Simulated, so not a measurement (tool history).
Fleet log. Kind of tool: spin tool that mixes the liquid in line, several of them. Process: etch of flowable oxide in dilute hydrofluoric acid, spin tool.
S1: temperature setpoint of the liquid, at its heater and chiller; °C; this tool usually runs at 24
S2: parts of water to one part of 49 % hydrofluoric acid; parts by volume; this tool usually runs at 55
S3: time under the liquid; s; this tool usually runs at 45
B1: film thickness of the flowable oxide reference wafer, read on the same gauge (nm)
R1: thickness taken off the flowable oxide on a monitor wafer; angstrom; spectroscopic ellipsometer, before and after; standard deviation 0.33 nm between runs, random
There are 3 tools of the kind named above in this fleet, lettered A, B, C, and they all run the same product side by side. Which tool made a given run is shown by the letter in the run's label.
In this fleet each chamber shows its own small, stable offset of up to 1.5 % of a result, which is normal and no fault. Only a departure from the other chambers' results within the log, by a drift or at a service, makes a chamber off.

{"run": "1C", "hour": 4.4, "S1": 24, "S2": 55, "S3": 45, "B1": 30.006, "R1": 527.92}
{"run": "2B", "hour": 6.8, "S1": 24, "S2": 55, "S3": 45, "B1": 29.986, "R1": 518.82}
{"run": "3A", "hour": 9.9, "S1": 24, "S2": 55, "S3": 45, "B1": 30.032, "R1": 520.17}
{"run": "4C", "hour": 12.7, "S1": 24, "S2": 55, "S3": 45, "B1": 30.016, "R1": 524.25}
{"run": "5A", "hour": 16.9, "S1": 24, "S2": 55, "S3": 45, "B1": 30.041, "R1": 520.14}
{"run": "6B", "hour": 18.9, "S1": 24, "S2": 55, "S3": 65, "B1": 30.001, "R1": 745.5}
{"run": "7A", "hour": 21.0, "S1": 24, "S2": 55, "S3": 65, "B1": 30.031, "R1": 748.67}
{"run": "8B", "hour": 25.1, "S1": 24, "S2": 55, "S3": 65, "B1": 29.987, "R1": 757.08}
{"hour": 26.9, "done": "chamber B: thermometer replaced"}
{"run": "9C", "hour": 29.3, "S1": 24, "S2": 55, "S3": 45, "B1": 29.983, "R1": 526.5}
{"run": "10B", "hour": 33.6, "S1": 24, "S2": 55, "S3": 45, "B1": 29.994, "R1": 519.63}
{"run": "11A", "hour": 36.6, "S1": 24, "S2": 55, "S3": 45, "B1": 30.006, "R1": 517.67}
{"run": "12C", "hour": 40.0, "S1": 24, "S2": 55, "S3": 45, "B1": 30.028, "R1": 524.37}
{"run": "13A", "hour": 42.1, "S1": 24, "S2": 55, "S3": 45, "B1": 30.039, "R1": 523.91}
{"run": "14C", "hour": 44.8, "S1": 24, "S2": 55, "S3": 45, "B1": 30.014, "R1": 528.41}
{"run": "15B", "hour": 49.0, "S1": 24, "S2": 55, "S3": 45, "B1": 30.022, "R1": 513.38}
{"run": "16A", "hour": 51.7, "S1": 24, "S2": 55, "S3": 45, "B1": 29.98, "R1": 524.99}
{"run": "17B", "hour": 55.8, "S1": 24, "S2": 55, "S3": 45, "B1": 29.973, "R1": 515.9}
{"run": "18C", "hour": 57.9, "S1": 24, "S2": 55, "S3": 45, "B1": 29.995, "R1": 518.98}
{"run": "19B", "hour": 60.8, "S1": 24, "S2": 55, "S3": 45, "B1": 30.002, "R1": 516.64}
{"run": "20C", "hour": 63.3, "S1": 24, "S2": 55, "S3": 45, "B1": 30.026, "R1": 521.37}
{"run": "21A", "hour": 66.7, "S1": 24, "S2": 55, "S3": 45, "B1": 29.99, "R1": 526.23}
{"run": "22C", "hour": 71.1, "S1": 24, "S2": 55, "S3": 45, "B1": 30.012, "R1": 513.26}
{"run": "23B", "hour": 73.6, "S1": 24, "S2": 55, "S3": 45, "B1": 29.986, "R1": 516.74}
{"run": "24A", "hour": 76.8, "S1": 24, "S2": 55, "S3": 45, "B1": 29.95, "R1": 522.06}
{"run": "25B", "hour": 81.0, "S1": 24, "S2": 55, "S3": 45, "B1": 29.999, "R1": 516.25}
{"run": "26C", "hour": 85.2, "S1": 24, "S2": 55, "S3": 45, "B1": 30.033, "R1": 510.36}
{"run": "27A", "hour": 89.5, "S1": 24, "S2": 55, "S3": 45, "B1": 30.013, "R1": 522.8}
{"run": "28A", "hour": 92.3, "S1": 24, "S2": 55, "S3": 45, "B1": 30.011, "R1": 525.25}
{"run": "29B", "hour": 96.3, "S1": 24, "S2": 55, "S3": 25, "B1": 30.029, "R1": 287.29}
{"run": "30C", "hour": 100.7, "S1": 24, "S2": 55, "S3": 25, "B1": 29.954, "R1": 284.65}
{"run": "31B", "hour": 104.0, "S1": 24, "S2": 55, "S3": 25, "B1": 29.997, "R1": 286.98}
{"run": "32A", "hour": 106.3, "S1": 24, "S2": 55, "S3": 45, "B1": 29.988, "R1": 518.28}
{"run": "33C", "hour": 110.3, "S1": 24, "S2": 55, "S3": 45, "B1": 30.037, "R1": 511.38}
{"run": "34A", "hour": 113.1, "S1": 24, "S2": 55, "S3": 45, "B1": 30.019, "R1": 528.67}
{"run": "35C", "hour": 115.0, "S1": 24, "S2": 45, "S3": 55, "B1": 30.009, "R1": 764.66}
{"run": "36B", "hour": 118.2, "S1": 24, "S2": 45, "S3": 55, "B1": 29.935, "R1": 789.82}
{"run": "37A", "hour": 121.2, "S1": 24, "S2": 45, "S3": 55, "B1": 30.069, "R1": 792.71}
{"run": "38B", "hour": 124.6, "S1": 24, "S2": 55, "S3": 45, "B1": 30.055, "R1": 522.8}
{"run": "39C", "hour": 126.9, "S1": 24, "S2": 55, "S3": 45, "B1": 30.019, "R1": 498.67}
{"run": "40B", "hour": 130.2, "S1": 24, "S2": 55, "S3": 45, "B1": 30.025, "R1": 523.29}
{"run": "41C", "hour": 133.1, "S1": 24, "S2": 55, "S3": 45, "B1": 30.009, "R1": 504.6}

All chambers now run identical settings, listed one chamber a line with results as question marks. What results will each chamber show?
{"run": "42A", "hour": 136.3, "S1": 24, "S2": 55, "S3": 45, "R1": "?"}
{"run": "42B", "hour": 136.3, "S1": 24, "S2": 55, "S3": 45, "R1": "?"}
{"run": "42C", "hour": 136.3, "S1": 24, "S2": 55, "S3": 45, "R1": "?"}

run=42A R1=529.77
run=42B R1=512.87
run=42C R1=496.03

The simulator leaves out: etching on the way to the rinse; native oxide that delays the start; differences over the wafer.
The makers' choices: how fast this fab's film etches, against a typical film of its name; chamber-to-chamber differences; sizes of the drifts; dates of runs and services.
